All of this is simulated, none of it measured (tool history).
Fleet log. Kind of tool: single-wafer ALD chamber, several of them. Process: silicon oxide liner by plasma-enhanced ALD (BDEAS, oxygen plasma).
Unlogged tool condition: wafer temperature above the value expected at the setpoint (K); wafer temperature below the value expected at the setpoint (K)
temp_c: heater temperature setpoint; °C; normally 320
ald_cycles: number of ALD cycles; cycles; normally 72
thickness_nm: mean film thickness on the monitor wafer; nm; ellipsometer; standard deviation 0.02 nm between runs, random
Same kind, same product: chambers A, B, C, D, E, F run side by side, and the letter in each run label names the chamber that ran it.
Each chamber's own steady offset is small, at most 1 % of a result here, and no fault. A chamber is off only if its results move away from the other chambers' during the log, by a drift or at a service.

run	hour	temp_c	ald_cycles	hours since the last thermocouple change	read-back reference wafer on the same gauge, thickness_nm	thickness_nm
1C	4.7	320	72	825.6	5.2245	6.4813
2A	8.6	320	72	1199.8	5.2238	6.5194
3E	11.9	320	72	1584.7	5.2197	6.5746
4D	14.8	320	72	1343.6	5.2205	6.5431
5F	18.8	320	61	518.5	5.2187	5.5527
6B	21.9	320	61	3149.9	5.2237	5.496
7E	25.7	320	61	1598.5	5.22	5.5692
8C	29.6	320	61	850.5	5.2207	5.5267
9B	33.6	320	61	3161.6	5.2218	5.5178
10A	38.8	320	61	1230	5.2206	5.5563
11F	44	329	72	543.7	5.2173	6.4553
12D	49.5	329	72	1378.3	5.2206	6.4629
13A	52.6	329	72	1243.8	5.2178	6.4278
14E	56.3	329	72	1629.1	5.2246	6.4461
15B	59.8	329	72	3187.8	5.2154	6.3936
16C	65.4	329	72	886.3	5.2203	6.4102
17D	68.3	320	72	1397.1	5.2156	6.551
18F	74	320	72	573.7	5.2174	6.5772
19C	79.5	320	81	900.4	5.2207	7.2974
20D	83.2	320	81	1412	5.2234	7.3486
21B	89.1	320	81	3217.1	5.22	7.2743
22F	91.9	320	81	591.6	5.2184	7.3759
23E	96.7	320	81	1669.5	5.2224	7.3647
24A	102.2	320	81	1293.4	5.2184	7.356
25A	105.3	320	72	1296.5	5.2163	6.5156
26B	108.3	320	72	3236.3	5.218	6.4591
27F	114.3	320	72	614	5.224	6.5372
28D	118.1	320	72	1446.9	5.2223	6.5596
29E	121.2	320	72	1694	5.2234	6.561
30C	124.8	320	72	945.7	5.2187	6.4708
31D	127.8	310	61	1456.6	5.2174	5.6269
32A	132.8	310	61	1324	5.2183	5.6006
# hour 132.9: chamber B: thermocouple changed; heater temperature recalibrated
33C	138.7	310	61	959.6	5.221	5.583
34F	141.6	310	61	641.3	5.2172	5.6529
35B	146.7	310	61	13.8	5.2174	5.5844
36E	150.4	310	61	1723.2	5.2182	5.6225
37C	155.4	320	72	976.3	5.2189	6.4972
38D	159.6	320	72	1488.4	5.2208	6.5509
39B	162.3	320	72	29.4	5.2204	6.5012
40E	164.9	320	72	1737.7	5.2191	6.5668
41F	169.5	320	81	669.2	5.2183	7.3508
42A	175.3	320	81	1366.5	5.2209	7.3227

What goes on in this fleet: one chamber off, a drifting gauge, or nothing beyond the chambers' own small offsets? Name the chamber and the cause, if any.

Beyond each chamber's small constant offset nothing stands out, and the gauge stays steady.
